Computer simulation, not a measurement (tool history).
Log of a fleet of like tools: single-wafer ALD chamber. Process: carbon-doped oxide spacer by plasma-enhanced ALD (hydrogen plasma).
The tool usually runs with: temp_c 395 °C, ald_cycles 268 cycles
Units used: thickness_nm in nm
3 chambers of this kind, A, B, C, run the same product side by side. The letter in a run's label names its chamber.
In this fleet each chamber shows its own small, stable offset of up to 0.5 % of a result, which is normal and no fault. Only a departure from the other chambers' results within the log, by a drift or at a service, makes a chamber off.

run,hour,temp_c,ald_cycles,hours since the last thermocouple change,"read-back reference wafer on the same gauge, thickness_nm",thickness_nm
1C,11.8,395,268,350.2,14.699,13.351
2A,25.7,395,268,1521.6,14.71,13.417
# hour 34.9: chamber A: thermocouple changed; heater temperature recalibrated
3B,40.7,395,268,1159.6,14.71,13.431
4C,54,395,268,392.4,14.724,13.396
5B,62.8,395,268,1181.7,14.72,13.476
6A,73.6,395,268,38.7,14.726,13.446
7B,85.1,395,268,1204,14.73,13.495
8A,99.8,395,268,64.9,14.738,13.484
9C,108.3,395,268,446.7,14.741,13.353
10A,119,402,268,84.1,14.737,13.363
11B,126.1,402,268,1245,14.747,13.379
12C,139.3,402,268,477.7,14.752,13.311
13C,149.8,395,268,488.2,14.75,13.367
# hour 156.6: chamber B: thermocouple changed; heater temperature recalibrated
14B,158,395,268,1.4,14.756,13.521
15A,172.2,395,268,137.3,14.763,13.497
16B,181.4,395,268,24.8,14.768,13.515
17C,196.7,395,268,535.1,14.777,13.436
18A,210.1,395,268,175.2,14.776,13.48
19C,218.8,395,268,557.2,14.778,13.445
20A,228.6,395,268,193.7,14.787,13.517

Predict what each chamber gives when all 3 of them run the settings below next.
21A,239.7,404,268,,,?
21B,239.7,404,268,,,?
21C,239.7,404,268,,,?

run,thickness_nm
21A,13.347
21B,13.361
21C,13.308

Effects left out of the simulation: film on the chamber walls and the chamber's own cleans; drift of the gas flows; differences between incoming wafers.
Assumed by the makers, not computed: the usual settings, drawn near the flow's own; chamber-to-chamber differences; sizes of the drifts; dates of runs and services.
